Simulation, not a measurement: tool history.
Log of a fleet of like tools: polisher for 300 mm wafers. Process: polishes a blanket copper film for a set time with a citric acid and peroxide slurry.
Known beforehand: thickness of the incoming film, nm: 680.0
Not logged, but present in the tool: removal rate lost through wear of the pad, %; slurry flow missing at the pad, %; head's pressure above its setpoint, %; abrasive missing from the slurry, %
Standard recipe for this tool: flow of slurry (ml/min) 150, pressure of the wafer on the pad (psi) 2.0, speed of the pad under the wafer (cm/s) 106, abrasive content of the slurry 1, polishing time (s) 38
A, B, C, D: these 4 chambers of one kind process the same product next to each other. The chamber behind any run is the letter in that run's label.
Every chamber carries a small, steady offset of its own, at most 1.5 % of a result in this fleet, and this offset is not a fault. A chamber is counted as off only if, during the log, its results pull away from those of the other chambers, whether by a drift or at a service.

run   hour  flow of slurry (ml/min)  pressure of the wafer on the pad (psi)  speed of the pad under the wafer (cm/s)  abrasive content of the slurry  polishing time (s)  wafers polished on this pad  hours since the slurry nozzle was cleaned  hours since the head pressure was calibrated  hours since the slurry blender was calibrated  film removed (nm)
 1A   15.5                      150                                     2.0                                      106                               1                  38                          884                                      188.0                                         323.2                                          211.8             59.298
      15.6  -- chamber B: worn pad replaced by a new one
      20.6  -- chamber A: head pressure recalibrated
 2D   25.0                      150                                     2.0                                      106                               1                  38                         1409                                      705.1                                         225.1                                          225.1             58.883
      26.6  -- chamber A: worn pad replaced by a new one
      27.7  -- chamber D: worn pad replaced by a new one
 3B   40.5                      150                                     2.0                                      106                               1                  38                          326                                      265.0                                         488.5                                           73.6             59.663
 4C   56.7                      150                                     2.0                                      106                               1                  38                          780                                      470.0                                         125.1                                          374.1             58.977
      67.9  -- chamber D: slurry nozzle cleaned
 5D   68.1                      150                                     2.0                                      106                               1                  38                          528                                        0.2                                         268.2                                          268.2             58.685
 6C   78.6                      150                                     2.0                                      120                               1                  32                         1066                                      491.9                                         147.0                                          396.0             55.652
      81.9  -- chamber C: worn pad replaced by a new one
 7A   90.7                      150                                     2.0                                      120                               1                  32                          837                                      263.2                                          70.2                                          287.0             56.815
     100.3  -- chamber B: worn pad replaced by a new one
 8B  106.8                      150                                     2.0                                      120                               1                  32                           85                                      331.3                                         554.8                                          139.9             56.077
     108.5  -- chamber A: worn pad replaced by a new one
     114.8  -- chamber A: slurry blender recalibrated
 9D  121.4                      150                                     2.0                                      120                               1                  32                         1223                                       53.5                                         321.5                                          321.5             55.804
10A  133.3                      150                                     2.0                                      106                               1                  38                          324                                      305.8                                         112.8                                           18.5             59.958
     137.7  -- chamber D: worn pad replaced by a new one
11B  147.6                      150                                     2.0                                      106                               1                  38                          618                                      372.1                                         595.6                                          180.7             59.757
12C  155.9                      150                                     2.0                                      106                               1                  38                          967                                      569.2                                         224.3                                          473.3             59.013
13D  166.8                      150                                     2.0                                      106                               1                  38                          380                                       98.9                                         366.9                                          366.9             59.184
     168.5  -- chamber C: worn pad replaced by a new one
14B  176.8                      150                                     2.0                                      106                               1                  38                          999                                      401.3                                         624.8                                          209.9             59.474
     179.6  -- chamber B: worn pad replaced by a new one
     184.8  -- chamber A: worn pad replaced by a new one
15C  186.0                      150                                     2.0                                      106                               1                  38                          229                                      599.3                                         254.4                                          503.4             57.999
16A  200.9                      150                                     2.0                                      106                               1                  38                          211                                      373.4                                         180.4                                           86.1             59.537
     204.5  -- chamber C: slurry nozzle cleaned
     206.5  -- chamber B: slurry blender recalibrated
17C  208.2                      150                                     2.0                                      106                               1                  38                          518                                        3.8                                         276.6                                          525.6             58.894
18D  217.5                      150                                     2.0                                      106                               1                  38                         1042                                      149.6                                         417.6                                          417.6             58.579
19B  229.4                      150                                     2.0                                      106                               1                  38                          651                                      453.9                                         677.4                                           22.9             58.675
     230.7  -- chamber D: slurry blender recalibrated
20A  239.4                      150                                     2.0                                      106                               1                  38                          714                                      411.9                                         218.9                                          124.6             59.520
     241.6  -- chamber D: worn pad replaced by a new one
21B  248.7                      150                                     2.0                                      106                               1                  38                          903                                      473.2                                         696.7                                           42.2             58.959
     258.1  -- chamber B: worn pad replaced by a new one
     260.5  -- chamber C: worn pad replaced by a new one
22A  260.9                      150                                     2.0                                      106                               1                  38                          994                                      433.4                                         240.4                                          146.1             59.701
     262.6  -- chamber A: worn pad replaced by a new one
23C  269.9                      130                                     2.6                                      106                               1                  38                          122                                       65.5                                         338.3                                          587.3             72.638
24D  280.8                      130                                     2.6                                      106                               1                  38                          512                                      212.9                                         480.9                                           50.2             72.636
25B  294.6                      130                                     2.6                                      106                               1                  38                          477                                      519.1                                         742.6                                           88.1             73.899
26D  304.8                      130                                     2.6                                      106                               1                  38                          826                                      236.9                                         504.9                                           74.2             73.285
27A  315.0                      150                                     2.0                                      106                               1                  38                          684                                      487.5                                         294.5                                          200.2             59.838
28C  325.2                      150                                     2.0                                      106                               1                  38                          844                                      120.8                                         393.6                                          642.6             57.489
     329.8  -- chamber B: worn pad replaced by a new one
     330.1  -- chamber D: worn pad replaced by a new one
     331.0  -- chamber A: slurry nozzle cleaned
29D  336.8                      150                                     2.0                                      106                               1                  38                           88                                      268.9                                         536.9                                          106.2             58.336
30C  347.9                      150                                     2.0                                      106                               1                  38                         1141                                      143.5                                         416.3                                          665.3             56.164
     352.8  -- chamber C: worn pad replaced by a new one
     355.8  -- chamber A: worn pad replaced by a new one
31B  359.7                      150                                     2.0                                      106                               1                  38                          390                                      584.2                                         807.7                                          153.2             59.598
     361.9  -- chamber A: head pressure recalibrated
32A  371.4                      150                                     2.0                                      106                               1                  38                          204                                       40.5                                           9.6                                          256.6             59.611
     377.6  -- chamber C: head pressure recalibrated
33D  385.2                      150                                     2.0                                      106                               1                  38                          720                                      317.3                                         585.3                                          154.6             58.795
34A  395.0                      150                                     2.0                                      106                               1                  38                          512                                       64.1                                          33.2                                          280.2             59.818
     401.2  -- chamber B: slurry blender recalibrated
35B  403.6                      150                                     1.5                                      106                               1                  46                          963                                      628.1                                         851.6                                            2.5             54.814
36C  419.9                      150                                     1.5                                      106                               1                  46                          876                                      215.5                                          42.3                                          737.3             50.942

Is one chamber out of step, is the gauge drifting, or do the chambers differ by no more than their own small offsets? For an off chamber, give its letter and the likeliest cause.

Little by little, chamber C moves away from the other chambers.
Most likely cause: abrasive missing from the slurry, % = 27.7.

Here are 4 candidates for chamber C's next run, each the usual settings with a change, their results left as question marks. Which one brings its results back in line with what the others give on the usual settings?
To be in line, a result may differ from the other chambers' mean on the usual settings by at most: film removed (nm) 1.500
37C-1  431.7                      150                                     2.0                                      108                               1                  38                                                                                                                                                                                       ?
37C-2  431.7                      150                                     2.0                                      104                               1                  38                                                                                                                                                                                       ?
37C-3  431.7                      150                                     2.0                                      114                               1                  38                                                                                                                                                                                       ?
37C-4  431.7                      150                                     1.9                                      106                               1                  37                                                                                                                                                                                       ?

Other chambers, usual settings, mean: film removed (nm) 59.217
  run  film removed (nm)
37C-1             56.588
37C-2             54.580
37C-3             59.599
37C-4             51.518
37C-3 is the one that brings the chamber's results back in line with the other chambers.

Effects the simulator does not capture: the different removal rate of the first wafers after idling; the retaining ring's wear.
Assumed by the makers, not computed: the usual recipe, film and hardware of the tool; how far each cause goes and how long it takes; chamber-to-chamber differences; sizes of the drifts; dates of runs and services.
